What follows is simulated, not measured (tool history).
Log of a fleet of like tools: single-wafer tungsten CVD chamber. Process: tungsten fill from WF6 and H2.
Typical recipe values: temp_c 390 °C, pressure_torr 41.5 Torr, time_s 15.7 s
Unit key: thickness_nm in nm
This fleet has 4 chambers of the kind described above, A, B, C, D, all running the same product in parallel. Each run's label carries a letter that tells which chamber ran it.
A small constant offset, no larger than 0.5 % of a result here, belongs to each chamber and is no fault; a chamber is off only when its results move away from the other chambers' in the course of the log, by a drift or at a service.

| run | hour | temp_c | pressure_torr | time_s | hours since the last thermocouple change | hours since the last manometer calibration | read-back reference wafer on the same gauge, thickness_nm | thickness_nm |
|---|---|---|---|---|---|---|---|---|
| 1C | 7.2 | 390 | 41.5 | 15.7 | 340 | 1936.5 | 47.202 | 44.188 |
| 2B | 12.8 | 390 | 41.5 | 15.7 | 658.5 | 169.2 | 47.218 | 43.827 |
| 3A | 23.9 | 390 | 41.5 | 15.7 | 1953.7 | 784.6 | 47.211 | 43.987 |
| 4D | 35.2 | 390 | 41.5 | 15.7 | 1733.1 | 1388 | 47.226 | 43.982 |
| 5D | 43.2 | 390 | 41.5 | 15.7 | 1741.1 | 1396 | 47.222 | 44.003 |
| 6C | 52.5 | 390 | 37.1 | 13.3 | 385.3 | 1981.8 | 47.246 | 35.359 |
| 7B | 63.7 | 390 | 37.1 | 13.3 | 709.4 | 220.1 | 47.236 | 35.313 |
| 8A | 70.2 | 390 | 37.1 | 13.3 | 2000 | 830.9 | 47.238 | 35.457 |
| 9A | 79.3 | 390 | 37.1 | 13.3 | 2009.1 | 840 | 47.257 | 35.497 |
| 10B | 88.4 | 390 | 41.5 | 15.7 | 734.1 | 244.8 | 47.256 | 43.86 |
| 11C | 96.9 | 390 | 41.5 | 15.7 | 429.7 | 2026.2 | 47.284 | 44.23 |
| 12D | 105.8 | 390 | 41.5 | 15.7 | 1803.7 | 1458.6 | 47.27 | 44.096 |
| 13C | 114 | 390 | 49.6 | 15.7 | 446.8 | 2043.3 | 47.287 | 48.102 |
| 14B | 123.1 | 390 | 49.6 | 15.7 | 768.8 | 279.5 | 47.297 | 47.479 |
| 15A | 134 | 390 | 49.6 | 15.7 | 2063.8 | 894.7 | 47.297 | 47.815 |
| 16D | 142.3 | 390 | 49.6 | 15.7 | 1840.2 | 1495.1 | 47.299 | 47.919 |
| 17C | 150.6 | 390 | 41.5 | 15.7 | 483.4 | 2079.9 | 47.313 | 44.229 |
|  | 152.6 | chamber A: capacitance manometer re-zeroed and calibrated |
| 18D | 158.6 | 390 | 41.5 | 15.7 | 1856.5 | 1511.4 | 47.31 | 44.139 |
| 19B | 169.1 | 390 | 41.5 | 15.7 | 814.8 | 325.5 | 47.331 | 43.968 |
| 20A | 176.8 | 402 | 35.1 | 15.7 | 2106.6 | 24.3 | 47.32 | 50.925 |
| 21C | 183.7 | 402 | 35.1 | 15.7 | 516.5 | 2113 | 47.327 | 50.975 |
| 22A | 189.9 | 402 | 35.1 | 15.7 | 2119.7 | 37.4 | 47.343 | 50.938 |
| 23B | 196.7 | 402 | 35.1 | 15.7 | 842.4 | 353.1 | 47.337 | 51.058 |
| 24D | 205.6 | 390 | 41.5 | 15.7 | 1903.5 | 1558.4 | 47.341 | 44.158 |
| 25A | 213.5 | 390 | 41.5 | 15.7 | 2143.3 | 61 | 47.351 | 44.159 |
| 26D | 222.8 | 390 | 34.2 | 15.7 | 1920.7 | 1575.6 | 47.372 | 40.255 |
|  | 230.3 | chamber C: capacitance manometer re-zeroed and calibrated |
| 27C | 232.3 | 390 | 34.2 | 15.7 | 565.1 | 2.1 | 47.378 | 40.359 |
| 28B | 238.9 | 390 | 34.2 | 15.7 | 884.6 | 395.3 | 47.366 | 40.172 |
| 29D | 246.9 | 390 | 34.2 | 15.7 | 1944.8 | 1599.7 | 47.379 | 40.295 |
| 30B | 255.4 | 390 | 41.5 | 15.7 | 901.1 | 411.8 | 47.403 | 43.976 |
| 31C | 261.8 | 390 | 41.5 | 15.7 | 594.6 | 31.6 | 47.388 | 44.33 |
| 32A | 271.4 | 390 | 41.5 | 15.7 | 2201.2 | 118.9 | 47.409 | 44.195 |
| 33A | 279 | 390 | 34.9 | 17.2 | 2208.8 | 126.5 | 47.403 | 44.669 |
| 34C | 286.6 | 390 | 34.9 | 17.2 | 619.4 | 56.4 | 47.41 | 44.628 |
| 35B | 296.3 | 390 | 34.9 | 17.2 | 942 | 452.7 | 47.425 | 44.644 |

All chambers now run identical settings, listed one chamber a line with results as question marks. What results will each chamber show?
| 36A | 304.5 | 390 | 41.5 | 15.7 |  |  |  | ? |
| 36B | 304.5 | 390 | 41.5 | 15.7 |  |  |  | ? |
| 36C | 304.5 | 390 | 41.5 | 15.7 |  |  |  | ? |
| 36D | 304.5 | 390 | 41.5 | 15.7 |  |  |  | ? |

| run | thickness_nm |
|---|---|
| 36A | 44.203 |
| 36B | 43.997 |
| 36C | 44.327 |
| 36D | 44.256 |
